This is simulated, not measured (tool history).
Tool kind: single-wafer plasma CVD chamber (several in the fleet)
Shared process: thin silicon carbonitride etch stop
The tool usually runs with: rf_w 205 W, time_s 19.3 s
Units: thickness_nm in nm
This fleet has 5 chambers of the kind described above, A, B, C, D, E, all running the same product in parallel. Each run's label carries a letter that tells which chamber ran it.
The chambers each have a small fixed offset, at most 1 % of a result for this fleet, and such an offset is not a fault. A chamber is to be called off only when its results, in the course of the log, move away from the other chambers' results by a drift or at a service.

run,hour,rf_w,time_s,"read-back reference wafer on the same gauge, thickness_nm",thickness_nm
1E,11.1,205,19.3,10.201,11.0440
2A,23.9,205,19.3,10.202,11.1710
3D,35.5,205,19.3,10.203,11.0630
4C,44.8,205,19.3,10.204,11.0690
5B,53.2,205,19.3,10.207,11.0530
6B,66.1,205,19.3,10.206,11.0790
7C,74.4,205,19.3,10.207,11.0580
8E,84.5,205,19.3,10.208,11.0190
9A,99.4,205,19.3,10.211,11.1780
10D,112.6,205,19.3,10.208,11.0650
11E,129.1,175,19.3,10.210,10.5450
12C,144.5,175,19.3,10.212,10.5420
13A,156.7,175,19.3,10.211,10.6510
14B,170.4,175,19.3,10.216,10.5420
# hour 173.6: chamber D: thermocouple changed; heater temperature recalibrated
15D,186.7,175,19.3,10.214,10.5670
16C,200.8,245,16.3,10.218,9.8663
17D,209.8,245,16.3,10.222,9.8656
18E,223.2,245,16.3,10.219,9.8722
19B,233.0,245,16.3,10.216,9.8671
20A,241.3,245,16.3,10.220,9.9408
21D,256.0,205,19.3,10.222,11.0630
22A,266.2,170,19.3,10.221,10.6050
23C,278.7,170,19.3,10.227,10.4780
24B,292.7,170,19.3,10.227,10.4910
25E,300.3,170,19.3,10.225,10.4610
26C,314.7,170,19.3,10.227,10.4600
27E,325.3,230,20.7,10.223,12.3050
28D,332.7,230,20.7,10.229,12.2820
29B,341.6,230,20.7,10.231,12.3030
30A,358.1,230,20.7,10.231,12.4380
31B,373.1,230,20.7,10.234,12.3400
32A,387.6,205,19.3,10.232,11.2100
33C,404.1,205,19.3,10.233,11.0900
34E,414.6,205,19.3,10.237,11.0730
35D,429.8,170,19.3,10.235,10.5020
# hour 436.0: chamber C: RF generator calibrated
36D,440.1,170,19.3,10.237,10.4970
37C,449.8,170,19.3,10.238,10.4720
38E,464.7,170,19.3,10.239,10.4530
39B,477.8,170,19.3,10.238,10.5100
40A,487.6,205,19.3,10.243,11.2060
41C,495.7,205,19.3,10.242,11.1090
42D,509.1,205,19.3,10.243,11.0860
43B,525.3,205,19.3,10.246,11.1100

Does one chamber stand apart from the rest, does the shared gauge drift, or is all well apart from small per-chamber offsets? Give the chamber and the most likely cause, where there is one.

Every chamber seems to shift together because the gauge that measures them all drifts; the chambers themselves are fine.
Likeliest cause: gauge reads high (%) = 0.447.

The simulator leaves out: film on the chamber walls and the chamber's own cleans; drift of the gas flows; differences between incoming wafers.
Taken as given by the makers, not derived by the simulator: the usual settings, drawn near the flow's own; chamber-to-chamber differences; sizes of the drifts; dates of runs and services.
